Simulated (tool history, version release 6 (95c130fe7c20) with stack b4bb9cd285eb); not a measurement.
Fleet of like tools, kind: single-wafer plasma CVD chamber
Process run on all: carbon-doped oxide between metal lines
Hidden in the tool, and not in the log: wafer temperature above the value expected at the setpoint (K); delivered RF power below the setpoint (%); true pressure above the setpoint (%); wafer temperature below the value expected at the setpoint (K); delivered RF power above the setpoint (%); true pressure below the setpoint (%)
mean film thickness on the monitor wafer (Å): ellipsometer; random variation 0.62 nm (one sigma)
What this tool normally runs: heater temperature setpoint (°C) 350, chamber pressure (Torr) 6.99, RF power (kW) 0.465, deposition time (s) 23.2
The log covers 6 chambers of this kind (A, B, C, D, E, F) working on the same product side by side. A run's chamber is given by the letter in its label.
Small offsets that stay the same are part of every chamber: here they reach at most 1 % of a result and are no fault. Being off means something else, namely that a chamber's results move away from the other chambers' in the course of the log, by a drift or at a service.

run,hour,heater temperature setpoint (°C),chamber pressure (Torr),RF power (kW),deposition time (s),hours since the last thermocouple change,hours since the last RF generator calibration,hours since the last manometer calibration,"read-back reference wafer on the same gauge, thickness_nm",mean film thickness on the monitor wafer (Å)
1A,6.1,350,6.99,0.465,23.2,31.0,541.9,111.9,107.09,1200.8
2C,14.3,350,6.99,0.465,23.2,1373.5,829.4,575.2,106.82,1199.9
3B,26.4,350,6.99,0.465,23.2,909.4,1670.8,2151.2,107.05,1181.7
4D,33.1,350,6.99,0.465,23.2,97.6,771.3,903.0,107.04,1171.2
5F,39.5,350,6.99,0.465,23.2,120.2,1183.0,254.5,106.89,1186.6
6E,45.1,350,6.99,0.465,23.2,692.5,394.0,67.8,106.88,1180.7
7F,55.6,350,6.99,0.465,23.2,136.3,1199.1,270.6,106.97,1188.2
8C,62.6,350,6.99,0.465,23.2,1421.8,877.7,623.5,107.12,1177.1
9B,71.0,350,6.99,0.465,23.2,954.0,1715.4,2195.8,106.93,1175.7
10A,78.2,350,6.99,0.435,23.2,103.1,614.0,184.0,107.13,1126.4
# hour 78.3: chamber B: capacitance manometer re-zeroed and calibrated
11E,87.5,350,6.99,0.435,23.2,734.9,436.4,110.2,106.87,1126.7
12D,93.7,350,6.99,0.435,23.2,158.2,831.9,963.6,106.97,1120.9
13B,103.6,350,6.99,0.435,23.2,986.6,1748.0,25.3,107.09,1122.5
14A,116.0,350,6.99,0.435,23.2,140.9,651.8,221.8,107.10,1129.2
15E,125.0,350,6.99,0.435,23.2,772.4,473.9,147.7,106.86,1116.5
16C,134.7,350,6.99,0.465,23.2,1493.9,949.8,695.6,106.84,1179.9
17F,145.1,350,6.99,0.465,23.2,225.8,1288.6,360.1,106.99,1181.7
18D,157.0,350,6.99,0.465,23.2,221.5,895.2,1026.9,106.99,1180.3
# hour 167.4: chamber C: RF generator calibrated
19F,168.4,350,6.99,0.465,23.2,249.1,1311.9,383.4,106.87,1174.3
20E,174.3,350,6.99,0.465,23.2,821.7,523.2,197.0,106.95,1177.7
21C,186.1,350,6.99,0.465,23.2,1545.3,18.7,747.0,106.99,1174.5
22A,196.6,350,6.99,0.465,23.2,221.5,732.4,302.4,107.01,1165.5
23B,203.6,350,7.79,0.465,23.2,1086.6,1848.0,125.3,106.94,1195.0
24D,213.2,350,7.79,0.465,23.2,277.7,951.4,1083.1,107.00,1181.9
25E,225.3,350,7.79,0.465,23.2,872.7,574.2,248.0,107.06,1185.5
26A,234.6,350,7.79,0.465,23.2,259.5,770.4,340.4,107.21,1169.3
27D,243.0,350,7.79,0.465,23.2,307.5,981.2,1112.9,106.90,1169.6
# hour 245.5: chamber E: thermocouple changed; heater temperature recalibrated
28B,253.7,350,7.79,0.465,23.2,1136.7,1898.1,175.4,107.01,1188.3
29C,266.2,350,6.99,0.465,23.2,1625.4,98.8,827.1,107.05,1172.5
30F,276.3,350,6.99,0.465,23.2,357.0,1419.8,491.3,107.03,1187.1
31E,287.1,350,6.99,0.465,23.2,41.7,636.0,309.8,107.03,1180.6
32B,296.7,350,6.99,0.465,23.2,1179.7,1941.1,218.4,106.97,1175.5
33D,307.0,350,6.99,0.465,23.2,371.5,1045.2,1176.9,107.00,1166.4
# hour 313.4: chamber F: RF generator calibrated
34F,314.1,350,6.99,0.465,23.2,394.8,0.8,529.1,107.08,1184.0
35A,326.3,350,6.99,0.465,23.2,351.2,862.1,432.1,107.12,1146.9
36C,334.4,350,6.99,0.465,23.2,1693.6,167.0,895.3,106.94,1187.4
37D,344.2,350,6.99,0.465,21.8,408.7,1082.4,1214.1,106.97,1106.2
38B,349.7,350,6.99,0.465,21.8,1232.7,1994.1,271.4,106.99,1109.4
39F,356.1,350,6.99,0.465,21.8,436.8,42.8,571.1,107.06,1099.6

Read the log: is a single chamber off, either drifting away or since a service, is the gauge that measures every chamber drifting, or is nothing wrong beyond small per-chamber offsets? Name any odd chamber and what most likely caused it.

One chamber, A, drifts off from the rest bit by bit.
Cause: delivered RF power below the setpoint (%) = 5.46.

Below are 4 candidate recipes for chamber A's next run, each the usual settings with a change, their results shown as question marks. Which of them brings A's results back in line with what the other chambers give on the usual settings?
Allowed miss from the other chambers' usual-settings mean, per result, to count as in line: mean film thickness on the monitor wafer (Å) 22.0
40A-1,365.2,350,6.99,0.480,24.2,,,,,?
40A-2,365.2,350,6.99,0.425,23.2,,,,,?
40A-3,365.2,350,7.01,0.470,23.7,,,,,?
40A-4,365.2,362,6.99,0.465,23.2,,,,,?

Usual-settings mean across the other chambers: mean film thickness on the monitor wafer (Å) 1178.2
run,mean film thickness on the monitor wafer (Å)
40A-1,1218.7
40A-2,1068.0
40A-3,1175.6
40A-4,1105.6
40A-3 is the one that brings the chamber's results back in line with the other chambers.

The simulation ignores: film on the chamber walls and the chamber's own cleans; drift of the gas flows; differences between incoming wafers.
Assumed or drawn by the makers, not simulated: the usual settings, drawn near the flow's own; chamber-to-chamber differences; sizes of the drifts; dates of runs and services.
